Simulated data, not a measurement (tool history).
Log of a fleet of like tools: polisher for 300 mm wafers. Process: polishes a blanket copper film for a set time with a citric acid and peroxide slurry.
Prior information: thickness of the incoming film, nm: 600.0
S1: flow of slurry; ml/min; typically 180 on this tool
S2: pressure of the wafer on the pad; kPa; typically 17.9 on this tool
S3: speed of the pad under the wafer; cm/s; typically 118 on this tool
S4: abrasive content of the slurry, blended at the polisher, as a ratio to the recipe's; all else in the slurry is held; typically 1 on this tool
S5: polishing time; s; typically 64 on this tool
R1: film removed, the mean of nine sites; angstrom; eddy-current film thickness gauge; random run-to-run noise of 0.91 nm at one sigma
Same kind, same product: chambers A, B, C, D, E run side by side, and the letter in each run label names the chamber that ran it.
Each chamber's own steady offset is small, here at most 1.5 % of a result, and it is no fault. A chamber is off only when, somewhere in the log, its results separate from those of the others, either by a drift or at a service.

{"hour": 11.4, "done": "chamber E: slurry blender recalibrated"}
{"run": "1E", "hour": 12.1, "S1": 180, "S2": 17.9, "S3": 118, "S4": 1, "S5": 64, "R1": 1378.6}
{"run": "2C", "hour": 23.8, "S1": 180, "S2": 17.9, "S3": 118, "S4": 1, "S5": 64, "R1": 1399.1}
{"run": "3B", "hour": 30.8, "S1": 180, "S2": 17.9, "S3": 118, "S4": 1, "S5": 64, "R1": 1355.6}
{"hour": 31.3, "done": "chamber A: worn pad replaced by a new one"}
{"run": "4D", "hour": 42.7, "S1": 180, "S2": 17.9, "S3": 118, "S4": 1, "S5": 64, "R1": 1368.6}
{"hour": 46.9, "done": "chamber A: slurry blender recalibrated"}
{"run": "5A", "hour": 49.4, "S1": 180, "S2": 17.9, "S3": 118, "S4": 1, "S5": 64, "R1": 1387.8}
{"hour": 53.5, "done": "chamber D: slurry blender recalibrated"}
{"run": "6A", "hour": 57.3, "S1": 180, "S2": 17.9, "S3": 118, "S4": 1, "S5": 64, "R1": 1389}
{"hour": 62.0, "done": "chamber B: slurry nozzle cleaned"}
{"run": "7B", "hour": 63.0, "S1": 180, "S2": 17.9, "S3": 118, "S4": 1, "S5": 64, "R1": 1358.3}
{"run": "8D", "hour": 71.3, "S1": 180, "S2": 17.9, "S3": 118, "S4": 1, "S5": 64, "R1": 1372.7}
{"hour": 78.2, "done": "chamber B: slurry blender recalibrated"}
{"hour": 80.2, "done": "chamber D: worn pad replaced by a new one"}
{"hour": 81.9, "done": "chamber C: worn pad replaced by a new one"}
{"run": "9E", "hour": 82.1, "S1": 180, "S2": 17.9, "S3": 118, "S4": 1, "S5": 64, "R1": 1382.5}
{"run": "10C", "hour": 92.1, "S1": 230, "S2": 17.9, "S3": 118, "S4": 1, "S5": 64, "R1": 1421.4}
{"run": "11E", "hour": 102.9, "S1": 230, "S2": 17.9, "S3": 118, "S4": 1, "S5": 64, "R1": 1421.6}
{"run": "12B", "hour": 111.0, "S1": 230, "S2": 17.9, "S3": 118, "S4": 1, "S5": 64, "R1": 1416.6}
{"hour": 111.9, "done": "chamber C: slurry blender recalibrated"}
{"run": "13A", "hour": 116.8, "S1": 230, "S2": 17.9, "S3": 118, "S4": 1, "S5": 64, "R1": 1444.8}
{"run": "14D", "hour": 123.1, "S1": 230, "S2": 17.9, "S3": 118, "S4": 1, "S5": 64, "R1": 1430.5}
{"run": "15C", "hour": 130.9, "S1": 180, "S2": 17.9, "S3": 118, "S4": 1, "S5": 64, "R1": 1391.2}
{"hour": 131.0, "done": "chamber E: slurry nozzle cleaned"}
{"run": "16E", "hour": 136.7, "S1": 180, "S2": 17.9, "S3": 118, "S4": 1, "S5": 64, "R1": 1385.5}
{"run": "17D", "hour": 142.4, "S1": 180, "S2": 17.9, "S3": 118, "S4": 1, "S5": 64, "R1": 1363.2}
{"hour": 145.7, "done": "chamber E: worn pad replaced by a new one"}
{"hour": 147.2, "done": "chamber E: slurry blender recalibrated"}
{"hour": 147.9, "done": "chamber B: head pressure recalibrated"}
{"run": "18B", "hour": 149.0, "S1": 180, "S2": 17.9, "S3": 118, "S4": 1, "S5": 64, "R1": 1364.7}
{"hour": 151.3, "done": "chamber A: worn pad replaced by a new one"}
{"run": "19C", "hour": 157.3, "S1": 180, "S2": 17.9, "S3": 118, "S4": 1, "S5": 64, "R1": 1392.8}
{"run": "20A", "hour": 166.9, "S1": 180, "S2": 17.9, "S3": 118, "S4": 1, "S5": 64, "R1": 1398.4}
{"hour": 172.3, "done": "chamber B: worn pad replaced by a new one"}
{"run": "21B", "hour": 175.2, "S1": 180, "S2": 17.9, "S3": 118, "S4": 1, "S5": 64, "R1": 1360.7}
{"hour": 182.6, "done": "chamber B: slurry blender recalibrated"}
{"run": "22C", "hour": 187.4, "S1": 180, "S2": 17.9, "S3": 118, "S4": 1, "S5": 64, "R1": 1408.8}
{"run": "23D", "hour": 193.0, "S1": 180, "S2": 17.9, "S3": 118, "S4": 1, "S5": 64, "R1": 1358.3}
{"hour": 200.2, "done": "chamber C: worn pad replaced by a new one"}
{"run": "24E", "hour": 205.2, "S1": 180, "S2": 17.9, "S3": 118, "S4": 1, "S5": 64, "R1": 1389}
{"hour": 208.0, "done": "chamber D: slurry blender recalibrated"}
{"run": "25A", "hour": 212.7, "S1": 180, "S2": 17.9, "S3": 118, "S4": 1, "S5": 64, "R1": 1371.5}
{"run": "26E", "hour": 220.6, "S1": 180, "S2": 17.9, "S3": 118, "S4": 1, "S5": 64, "R1": 1390.5}
{"hour": 222.9, "done": "chamber E: head pressure recalibrated"}
{"run": "27B", "hour": 226.9, "S1": 180, "S2": 17.9, "S3": 118, "S4": 1, "S5": 64, "R1": 1350}
{"hour": 227.9, "done": "chamber A: head pressure recalibrated"}
{"hour": 229.1, "done": "chamber D: worn pad replaced by a new one"}
{"run": "28D", "hour": 238.5, "S1": 180, "S2": 17.9, "S3": 118, "S4": 1, "S5": 64, "R1": 1366}
{"run": "29C", "hour": 249.0, "S1": 180, "S2": 17.9, "S3": 118, "S4": 1, "S5": 64, "R1": 1366.6}
{"run": "30A", "hour": 258.5, "S1": 180, "S2": 17.9, "S3": 118, "S4": 1, "S5": 64, "R1": 1501.9}
{"hour": 259.4, "done": "chamber A: slurry nozzle cleaned"}
{"run": "31A", "hour": 265.1, "S1": 180, "S2": 17.9, "S3": 118, "S4": 1, "S5": 64, "R1": 1516.4}
{"hour": 267.1, "done": "chamber C: slurry nozzle cleaned"}
{"hour": 270.0, "done": "chamber A: worn pad replaced by a new one"}
{"run": "32B", "hour": 276.6, "S1": 180, "S2": 17.9, "S3": 118, "S4": 1, "S5": 64, "R1": 1359.8}
{"run": "33C", "hour": 282.7, "S1": 180, "S2": 17.9, "S3": 118, "S4": 1, "S5": 64, "R1": 1393.5}
{"run": "34E", "hour": 288.2, "S1": 180, "S2": 17.9, "S3": 118, "S4": 1, "S5": 64, "R1": 1380.6}
{"run": "35D", "hour": 298.7, "S1": 180, "S2": 17.9, "S3": 118, "S4": 1, "S5": 64, "R1": 1364.5}
{"hour": 301.4, "done": "chamber E: worn pad replaced by a new one"}
{"hour": 307.6, "done": "chamber B: slurry blender recalibrated"}
{"run": "36A", "hour": 309.5, "S1": 180, "S2": 17.9, "S3": 118, "S4": 1, "S5": 64, "R1": 1510.4}
{"hour": 313.7, "done": "chamber C: worn pad replaced by a new one"}
{"run": "37E", "hour": 319.5, "S1": 180, "S2": 17.9, "S3": 118, "S4": 1, "S5": 64, "R1": 1379.2}
{"hour": 321.3, "done": "chamber E: slurry blender recalibrated"}
{"run": "38C", "hour": 327.8, "S1": 215, "S2": 17.9, "S3": 118, "S4": 1, "S5": 64, "R1": 1414.1}
{"run": "39D", "hour": 340.0, "S1": 215, "S2": 17.9, "S3": 118, "S4": 1, "S5": 64, "R1": 1400.3}
{"run": "40B", "hour": 349.0, "S1": 215, "S2": 17.9, "S3": 118, "S4": 1, "S5": 64, "R1": 1410.3}
{"hour": 349.2, "done": "chamber B: worn pad replaced by a new one"}
{"run": "41E", "hour": 357.8, "S1": 215, "S2": 17.9, "S3": 118, "S4": 1, "S5": 64, "R1": 1397}
{"run": "42C", "hour": 365.3, "S1": 215, "S2": 17.9, "S3": 118, "S4": 1, "S5": 64, "R1": 1413}
{"run": "43A", "hour": 375.5, "S1": 180, "S2": 17.9, "S3": 118, "S4": 0.85, "S5": 72, "R1": 1650.1}
{"run": "44B", "hour": 387.1, "S1": 180, "S2": 17.9, "S3": 118, "S4": 0.85, "S5": 72, "R1": 1498.7}

Each of the 5 chambers runs these same settings next. Fill in every chamber's results:
{"run": "45A", "hour": 396.0, "S1": 180, "S2": 17.9, "S3": 118, "S4": 1, "S5": 64, "R1": "?"}
{"run": "45B", "hour": 396.0, "S1": 180, "S2": 17.9, "S3": 118, "S4": 1, "S5": 64, "R1": "?"}
{"run": "45C", "hour": 396.0, "S1": 180, "S2": 17.9, "S3": 118, "S4": 1, "S5": 64, "R1": "?"}
{"run": "45D", "hour": 396.0, "S1": 180, "S2": 17.9, "S3": 118, "S4": 1, "S5": 64, "R1": "?"}
{"run": "45E", "hour": 396.0, "S1": 180, "S2": 17.9, "S3": 118, "S4": 1, "S5": 64, "R1": "?"}

run=45A R1=1514.1
run=45B R1=1369.7
run=45C R1=1390.3
run=45D R1=1360.7
run=45E R1=1377.2
